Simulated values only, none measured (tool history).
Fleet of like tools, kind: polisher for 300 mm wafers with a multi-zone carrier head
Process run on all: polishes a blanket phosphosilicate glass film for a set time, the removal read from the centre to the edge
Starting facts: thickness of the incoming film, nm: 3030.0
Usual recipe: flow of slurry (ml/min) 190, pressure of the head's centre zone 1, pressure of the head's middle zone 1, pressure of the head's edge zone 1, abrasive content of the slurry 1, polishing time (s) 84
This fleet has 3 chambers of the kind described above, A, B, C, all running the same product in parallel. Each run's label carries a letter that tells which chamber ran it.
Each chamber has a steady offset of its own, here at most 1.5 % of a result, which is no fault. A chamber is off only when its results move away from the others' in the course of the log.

| run | day | flow of slurry (ml/min) | pressure of the head's centre zone | pressure of the head's middle zone | pressure of the head's edge zone | abrasive content of the slurry | polishing time (s) | film removed at the wafer's centre (angstrom) | film removed at mid-radius (angstrom) | film removed at the wafer's edge (angstrom) |
|---|---|---|---|---|---|---|---|---|---|---|
|  | 0.262 | chamber A: worn pad replaced by a new one |
|  | 0.292 | chamber C: worn pad replaced by a new one |
| 1B | 0.479 | 190 | 1 | 1 | 1 | 1 | 84 | 7999.9 | 7828.4 | 7903.3 |
| 2C | 0.838 | 190 | 1 | 1 | 1 | 1 | 84 | 7886.7 | 7959.1 | 8018.9 |
| 3A | 1.225 | 190 | 1 | 1 | 1 | 1 | 84 | 7916.2 | 7696.3 | 7867.7 |
|  | 1.329 | chamber C: slurry nozzle cleaned |
| 4C | 1.521 | 190 | 1 | 1 | 1 | 1 | 84 | 7861.9 | 8023.5 | 7978.7 |
| 5A | 2.046 | 190 | 1 | 1 | 1 | 1 | 84 | 7980.6 | 7695.3 | 7872.4 |
| 6B | 2.583 | 190 | 1 | 1 | 1 | 1 | 84 | 8030.2 | 7940.1 | 7902.5 |
|  | 2.833 | chamber B: worn pad replaced by a new one |
| 7B | 3.071 | 190 | 1 | 1 | 1 | 1 | 84 | 7981.3 | 7817.5 | 7865.6 |
| 8C | 3.488 | 190 | 1 | 1 | 1 | 1 | 84 | 7819.6 | 8145.4 | 7916.6 |
| 9A | 3.854 | 190 | 1 | 1 | 1 | 1 | 84 | 7908.4 | 7765.1 | 7931.8 |
|  | 4.362 | chamber B: centre zone pressure recalibrated |
| 10A | 4.429 | 190 | 1 | 1 | 1 | 1 | 84 | 7964.2 | 7698.2 | 7876.4 |
|  | 4.712 | chamber C: worn pad replaced by a new one |
| 11C | 4.85 | 190 | 1 | 1 | 1 | 1 | 84 | 7944.7 | 8007.6 | 7954.6 |
|  | 5.021 | chamber A: worn pad replaced by a new one |
| 12B | 5.396 | 190 | 1 | 1 | 1 | 1 | 84 | 7967.7 | 7820.5 | 7892.6 |
| 13B | 5.671 | 190 | 1 | 1 | 1 | 1 | 84 | 7998.3 | 7830.6 | 7919.5 |
| 14A | 6.079 | 190 | 1 | 1 | 1 | 1 | 84 | 7984.1 | 7858.7 | 7905.4 |
| 15C | 6.633 | 190 | 1 | 1 | 1 | 1 | 84 | 7798.5 | 7913 | 7999.7 |
| 16C | 7.146 | 190 | 1 | 1 | 1 | 1 | 84 | 7900.9 | 7981.1 | 7907.3 |
| 17A | 7.712 | 190 | 1 | 1 | 1 | 1 | 84 | 7901.6 | 8060.7 | 7872.2 |
| 18B | 8.217 | 190 | 1 | 1 | 1 | 1 | 72 | 6840.6 | 6830.9 | 6744.1 |
|  | 8.696 | chamber A: worn pad replaced by a new one |
| 19A | 8.721 | 190 | 1 | 1 | 1 | 1 | 72 | 6805.5 | 6976.6 | 6767 |
| 20C | 9.292 | 190 | 1 | 1 | 1 | 1 | 72 | 6751.7 | 6782.7 | 6890 |
|  | 9.312 | chamber B: worn pad replaced by a new one |
|  | 9.779 | chamber C: worn pad replaced by a new one |
| 21B | 9.8 | 190 | 1 | 1 | 1 | 1 | 84 | 8105.3 | 7906.8 | 7894.7 |
| 22C | 10.162 | 190 | 1 | 1 | 1 | 1 | 84 | 7815.8 | 7961 | 7951.4 |
| 23A | 10.571 | 190 | 1 | 1.09 | 1 | 1 | 84 | 7851.2 | 8502.1 | 7958.1 |

Each of the 3 chambers runs these same settings next. Fill in every chamber's results:
| 24A | 10.979 | 190 | 1 | 1 | 1.07 | 1 | 84 | ? | ? | ? |
| 24B | 10.979 | 190 | 1 | 1 | 1.07 | 1 | 84 | ? | ? | ? |
| 24C | 10.979 | 190 | 1 | 1 | 1.07 | 1 | 84 | ? | ? | ? |

| run | film removed at the wafer's centre (angstrom) | film removed at mid-radius (angstrom) | film removed at the wafer's edge (angstrom) |
|---|---|---|---|
| 24A | 7827.3 | 7964.5 | 8162.8 |
| 24B | 7996.5 | 7977.3 | 8115.7 |
| 24C | 7883.1 | 8107.2 | 8265.3 |
